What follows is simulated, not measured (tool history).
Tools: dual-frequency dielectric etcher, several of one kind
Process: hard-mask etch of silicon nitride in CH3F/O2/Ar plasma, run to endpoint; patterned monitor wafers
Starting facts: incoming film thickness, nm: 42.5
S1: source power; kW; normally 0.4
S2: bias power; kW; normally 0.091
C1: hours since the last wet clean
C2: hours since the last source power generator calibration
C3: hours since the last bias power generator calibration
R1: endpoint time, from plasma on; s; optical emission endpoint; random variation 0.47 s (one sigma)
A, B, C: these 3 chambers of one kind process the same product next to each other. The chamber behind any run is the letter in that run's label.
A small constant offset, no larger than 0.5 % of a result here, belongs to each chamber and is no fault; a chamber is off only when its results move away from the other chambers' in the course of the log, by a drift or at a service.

run	day	S1	S2	C1	C2	C3	R1
1C	0.333	0.4	0.091	11.3	4456.2	2073	56.95
2A	0.529	0.4	0.091	343.3	1048.7	3374	56.499
3B	0.871	0.4	0.091	30.5	2372.3	1043.7	56.361
4C	1.108	0.4	0.091	29.9	4474.8	2091.6	56.69
5B	1.55	0.4	0.091	46.8	2388.6	1060	56.526
6A	1.796	0.4	0.091	373.7	1079.1	3404.4	55.953
7A	2.196	0.4	0.109	383.3	1088.7	3414	52.835
8C	2.388	0.4	0.109	60.6	4505.5	2122.3	52.805
9B	2.592	0.4	0.109	71.8	2413.6	1085	53.19
10C	2.996	0.4	0.091	75.2	4520.1	2136.9	56.657
11A	3.296	0.4	0.091	409.7	1115.1	3440.4	56.278
12B	3.712	0.4	0.091	98.7	2440.5	1111.9	55.751
13C	4.079	0.4	0.091	101.2	4546.1	2162.9	57.192
14A	4.454	0.4	0.091	437.5	1142.9	3468.2	55.827
15B	4.854	0.4	0.091	126.1	2467.9	1139.3	56.287
16C	5.221	0.4	0.091	128.6	4573.5	2190.3	56.994
17B	5.512	0.4	0.091	141.9	2483.7	1155.1	56.635
18A	5.708	0.4	0.091	467.6	1173	3498.3	56.983
19A	6.05	0.4	0.091	475.8	1181.2	3506.5	57.28
20B	6.408	0.4	0.091	163.4	2505.2	1176.6	56.622
21C	6.754	0.46	0.075	165.4	4610.3	2227.1	58.478
# day 7.012: chamber A: wet clean of the chamber
22B	7.088	0.46	0.075	179.7	2521.5	1192.9	57.509
23A	7.492	0.46	0.075	11.6	1215.8	3541.1	57.099
24C	7.821	0.36	0.091	191	4635.9	2252.7	58.29
25A	8.217	0.36	0.091	29	1233.2	3558.5	58.831
26B	8.425	0.36	0.091	211.8	2553.6	1225	58.756
27C	8.825	0.4	0.091	215.1	4660	2276.8	57.418
# day 8.967: chamber A: bias power generator calibrated
28A	9.025	0.4	0.091	48.4	1252.6	1.4	55.954
29B	9.279	0.33	0.091	232.3	2574.1	1245.5	60.202
30C	9.629	0.33	0.091	234.4	4679.3	2296.1	60.323
31C	10.042	0.33	0.091	244.3	4689.2	2306	59.243
32A	10.342	0.4	0.091	80	1284.2	33	57.334
33B	10.788	0.45	0.091	268.5	2610.3	1281.7	54.09
34B	11.054	0.45	0.091	274.9	2616.7	1288.1	54.442

Which is it: a chamber that has drifted or been left off by a service, a gauge drift common to all chambers, or only each chamber's usual small offset? If a chamber is off, name it and its likeliest cause.

No chamber stands off beyond its own small offset, and the gauge holds steady.

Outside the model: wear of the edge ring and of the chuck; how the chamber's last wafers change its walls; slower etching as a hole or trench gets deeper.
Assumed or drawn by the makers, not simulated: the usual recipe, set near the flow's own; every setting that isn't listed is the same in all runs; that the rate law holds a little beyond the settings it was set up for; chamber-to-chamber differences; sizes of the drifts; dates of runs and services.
